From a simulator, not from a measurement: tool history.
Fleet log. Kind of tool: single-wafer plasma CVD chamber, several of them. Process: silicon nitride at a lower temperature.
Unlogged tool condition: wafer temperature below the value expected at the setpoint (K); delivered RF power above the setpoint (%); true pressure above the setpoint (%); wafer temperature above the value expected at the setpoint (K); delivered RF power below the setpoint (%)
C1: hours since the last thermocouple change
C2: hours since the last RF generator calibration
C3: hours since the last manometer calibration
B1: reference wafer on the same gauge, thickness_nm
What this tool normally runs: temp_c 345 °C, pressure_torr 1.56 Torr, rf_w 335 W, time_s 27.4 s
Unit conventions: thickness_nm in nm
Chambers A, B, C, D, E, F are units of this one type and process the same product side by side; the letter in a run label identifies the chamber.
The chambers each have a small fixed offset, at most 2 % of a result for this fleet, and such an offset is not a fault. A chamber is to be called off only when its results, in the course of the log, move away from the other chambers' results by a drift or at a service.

Run 1D, hour 13.3: usual settings; C1 498.7; C2 549.5; C3 778.9; B1 32.092. Result: thickness_nm 34.277 nm.
Run 2C, hour 26.3: usual settings; C1 725.7; C2 834.4; C3 64.5; B1 32.118. Result: thickness_nm 34.067 nm.
Run 3F, hour 40.6: usual settings; C1 745.3; C2 100.1; C3 1725.1; B1 32.121. Result: thickness_nm 34.442 nm.
Run 4B, hour 51.7: usual settings; C1 1283.7; C2 905.3; C3 1466.2; B1 32.095. Result: thickness_nm 34.489 nm.
Run 5E, hour 59.8: usual settings but temp_c 333 °C; C1 1651.6; C2 1698.5; C3 319.6; B1 32.094. Result: thickness_nm 34.633 nm.
Run 6A, hour 74.3: usual settings but temp_c 333 °C; C1 644.2; C2 1433.5; C3 475.8; B1 32.081. Result: thickness_nm 34.765 nm.
At hour 90.1: chamber E: RF generator calibrated.
Run 7D, hour 90.1: usual settings but temp_c 333 °C; C1 575.5; C2 626.3; C3 855.7; B1 32.089. Result: thickness_nm 34.474 nm.
Run 8F, hour 105.2: usual settings but temp_c 333 °C; C1 809.9; C2 164.7; C3 1789.7; B1 32.092. Result: thickness_nm 34.383 nm.
Run 9B, hour 112.7: usual settings but temp_c 333 °C; C1 1344.7; C2 966.3; C3 1527.2; B1 32.110. Result: thickness_nm 34.330 nm.
Run 10E, hour 128.6: usual settings but temp_c 333 °C; C1 1720.4; C2 38.5; C3 388.4; B1 32.086. Result: thickness_nm 34.722 nm.
Run 11A, hour 139.2: usual settings but temp_c 351 °C; C1 709.1; C2 1498.4; C3 540.7; B1 32.102. Result: thickness_nm 34.621 nm.
Run 12C, hour 148.8: usual settings but temp_c 351 °C; C1 848.2; C2 956.9; C3 187.0; B1 32.103. Result: thickness_nm 33.749 nm.
Run 13F, hour 162.8: usual settings but temp_c 351 °C; C1 867.5; C2 222.3; C3 1847.3; B1 32.100. Result: thickness_nm 34.518 nm.
Run 14D, hour 171.7: usual settings but temp_c 351 °C; C1 657.1; C2 707.9; C3 937.3; B1 32.125. Result: thickness_nm 34.409 nm.
Run 15A, hour 178.9: usual settings but temp_c 351 °C; C1 748.8; C2 1538.1; C3 580.4; B1 32.074. Result: thickness_nm 34.619 nm.
Run 16E, hour 187.6: usual settings but temp_c 351 °C; C1 1779.4; C2 97.5; C3 447.4; B1 32.114. Result: thickness_nm 34.541 nm.
At hour 191.1: chamber B: capacitance manometer re-zeroed and calibrated.
Run 17B, hour 195.9: usual settings; C1 1427.9; C2 1049.5; C3 4.8; B1 32.103. Result: thickness_nm 35.148 nm.
At hour 205.0: chamber B: RF generator calibrated.
Run 18C, hour 211.7: usual settings; C1 911.1; C2 1019.8; C3 249.9; B1 32.103. Result: thickness_nm 33.926 nm.
Run 19C, hour 219.4: usual settings; C1 918.8; C2 1027.5; C3 257.6; B1 32.107. Result: thickness_nm 33.833 nm.
Run 20D, hour 228.9: usual settings; C1 714.3; C2 765.1; C3 994.5; B1 32.095. Result: thickness_nm 34.240 nm.
Run 21E, hour 238.8: usual settings; C1 1830.6; C2 148.7; C3 498.6; B1 32.096. Result: thickness_nm 34.444 nm.
Run 22B, hour 252.8: usual settings; C1 1484.8; C2 47.8; C3 61.7; B1 32.103. Result: thickness_nm 35.031 nm.
Run 23A, hour 266.6: usual settings; C1 836.5; C2 1625.8; C3 668.1; B1 32.084. Result: thickness_nm 34.725 nm.
Run 24F, hour 281.1: usual settings; C1 985.8; C2 340.6; C3 1965.6; B1 32.070. Result: thickness_nm 34.307 nm.
Run 25F, hour 288.3: usual settings; C1 993.0; C2 347.8; C3 1972.8; B1 32.115. Result: thickness_nm 34.261 nm.
Run 26A, hour 297.3: usual settings; C1 867.2; C2 1656.5; C3 698.8; B1 32.073. Result: thickness_nm 34.843 nm.
Run 27D, hour 306.6: usual settings; C1 792.0; C2 842.8; C3 1072.2; B1 32.087. Result: thickness_nm 34.364 nm.
Run 28E, hour 317.2: usual settings; C1 1909.0; C2 227.1; C3 577.0; B1 32.105. Result: thickness_nm 34.604 nm.
Run 29B, hour 333.5: usual settings; C1 1565.5; C2 128.5; C3 142.4; B1 32.094. Result: thickness_nm 35.148 nm.
Run 30C, hour 341.7: usual settings; C1 1041.1; C2 1149.8; C3 379.9; B1 32.094. Result: thickness_nm 34.021 nm.
At hour 342.4: chamber F: thermocouple changed; heater temperature recalibrated.
Run 31E, hour 349.2: usual settings but pressure_torr 1.93 Torr, rf_w 305 W; C1 1941.0; C2 259.1; C3 609.0; B1 32.102. Result: thickness_nm 34.347 nm.
Run 32B, hour 359.7: usual settings but pressure_torr 1.93 Torr, rf_w 305 W; C1 1591.7; C2 154.7; C3 168.6; B1 32.092. Result: thickness_nm 34.935 nm.
Run 33C, hour 367.2: usual settings but pressure_torr 1.93 Torr, rf_w 305 W; C1 1066.6; C2 1175.3; C3 405.4; B1 32.098. Result: thickness_nm 33.605 nm.
Run 34F, hour 374.6: usual settings but pressure_torr 1.93 Torr, rf_w 305 W; C1 32.2; C2 434.1; C3 2059.1; B1 32.090. Result: thickness_nm 34.422 nm.
Run 35A, hour 386.0: usual settings but pressure_torr 1.93 Torr, rf_w 305 W; C1 955.9; C2 1745.2; C3 787.5; B1 32.076. Result: thickness_nm 34.608 nm.
Run 36D, hour 400.3: usual settings but pressure_torr 1.93 Torr, rf_w 305 W; C1 885.7; C2 936.5; C3 1165.9; B1 32.100. Result: thickness_nm 34.215 nm.

All chambers now run identical settings, listed one chamber a line with results as question marks. What results will each chamber show?
Run 37A, hour 412.0: usual settings but temp_c 333 °C. Result: thickness_nm ?.
Run 37B, hour 412.0: usual settings but temp_c 333 °C. Result: thickness_nm ?.
Run 37C, hour 412.0: usual settings but temp_c 333 °C. Result: thickness_nm ?.
Run 37D, hour 412.0: usual settings but temp_c 333 °C. Result: thickness_nm ?.
Run 37E, hour 412.0: usual settings but temp_c 333 °C. Result: thickness_nm ?.
Run 37F, hour 412.0: usual settings but temp_c 333 °C. Result: thickness_nm ?.

run  thickness_nm
37A        34.758
37B        35.304
37C        34.161
37D        34.392
37E        34.521
37F        34.513

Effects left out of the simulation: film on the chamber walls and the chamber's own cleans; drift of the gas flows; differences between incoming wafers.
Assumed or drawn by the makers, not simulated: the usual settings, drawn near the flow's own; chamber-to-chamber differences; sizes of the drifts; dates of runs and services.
